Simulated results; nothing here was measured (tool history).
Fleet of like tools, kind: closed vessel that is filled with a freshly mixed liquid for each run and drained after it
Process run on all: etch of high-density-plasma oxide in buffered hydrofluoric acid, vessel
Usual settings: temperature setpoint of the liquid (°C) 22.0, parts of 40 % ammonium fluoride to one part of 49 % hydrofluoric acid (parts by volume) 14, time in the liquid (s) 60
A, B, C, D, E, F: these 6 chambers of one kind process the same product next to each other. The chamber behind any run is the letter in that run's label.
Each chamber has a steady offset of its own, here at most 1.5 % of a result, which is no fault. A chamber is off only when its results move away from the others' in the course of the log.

run	day	temperature setpoint of the liquid (°C)	parts of 40 % ammonium fluoride to one part of 49 % hydrofluoric acid (parts by volume)	time in the liquid (s)	hours since the thermometer was replaced	hours since the hydrofluoric acid flow meter was replaced	read-back film thickness of the high-density-plasma oxide reference wafer, read on the same gauge (nm)	thickness taken off the high-density-plasma oxide on a monitor wafer (Å)
1D	0.200	22.0	14	60	1282.7	396.0	129.98	484.27
2E	0.375	22.0	14	60	2121.2	1307.3	130.01	478.31
3B	0.483	22.0	14	60	879.1	196.5	129.96	472.14
4A	0.629	22.0	14	60	979.5	68.1	130.01	484.83
5C	0.788	22.0	14	60	614.7	19.2	129.98	487.22
6F	0.917	22.0	14	60	843.5	807.4	130.01	480.00
# day 1.100: chamber D: hydrofluoric acid flow meter replaced
7F	1.117	22.0	14	60	848.3	812.2	130.01	473.97
8B	1.325	22.0	14	60	899.3	216.7	130.00	479.16
9C	1.479	22.0	14	60	631.3	35.8	129.99	482.14
10E	1.600	17.0	18	60	2150.6	1336.7	129.99	280.96
11A	1.775	17.0	18	60	1007.0	95.6	130.01	285.12
# day 1.833: chamber E: hydrofluoric acid flow meter replaced
12D	1.892	17.0	18	60	1323.3	19.0	129.98	286.81
13D	2.008	17.0	18	60	1326.1	21.8	129.96	281.68
14A	2.208	17.0	18	60	1017.4	106.0	129.96	286.91
15B	2.329	17.0	18	60	923.4	240.8	130.02	278.90
16C	2.421	22.0	14	60	653.9	58.4	130.01	482.42
17F	2.542	22.0	14	60	882.5	846.4	129.99	477.38
18E	2.733	22.0	14	60	2177.8	21.7	129.99	488.70
19A	2.883	22.0	14	60	1033.6	122.2	130.04	480.37
20D	2.992	22.0	14	60	1349.7	45.4	130.02	482.71
21F	3.150	22.0	14	60	897.1	861.0	130.00	479.17
22E	3.275	22.0	14	60	2190.8	34.7	129.98	474.90
23C	3.375	22.0	14	60	676.8	81.3	129.98	492.72
24B	3.492	22.0	14	60	951.3	268.7	129.98	477.74
25B	3.617	22.0	14	60	954.3	271.7	130.01	473.80
26A	3.788	22.0	14	60	1055.3	143.9	129.98	479.53
27C	3.983	22.0	14	60	691.4	95.9	129.99	475.55
28D	4.088	22.0	14	60	1376.0	71.7	130.01	475.73
29E	4.208	22.0	14	60	2213.2	57.1	130.01	479.52
30F	4.383	18.5	14	60	926.7	890.6	130.00	401.48
31C	4.596	18.5	14	60	706.1	110.6	129.99	394.43
32A	4.746	18.5	14	60	1078.3	166.9	129.99	397.15
33B	4.846	18.5	14	60	983.8	301.2	129.98	395.36
34D	5.033	18.5	14	60	1398.7	94.4	130.00	395.68
35F	5.212	18.5	14	60	946.6	910.5	129.98	397.57
36E	5.408	22.0	14	60	2242.0	85.9	130.00	475.93
37F	5.579	22.0	14	60	955.4	919.3	130.02	474.57
# day 5.717: chamber E: thermometer replaced
38C	5.725	22.0	14	60	733.2	137.7	129.99	480.67
39A	5.925	22.0	18	60	1106.6	195.2	130.00	370.85
40E	6.104	22.0	18	60	9.4	102.6	129.99	369.68

Is one chamber off against the others, does the gauge drift, or is nothing wrong? If a chamber is off, say which, and what the likeliest cause is.

Beyond each chamber's small constant offset nothing stands out, and the gauge stays steady.
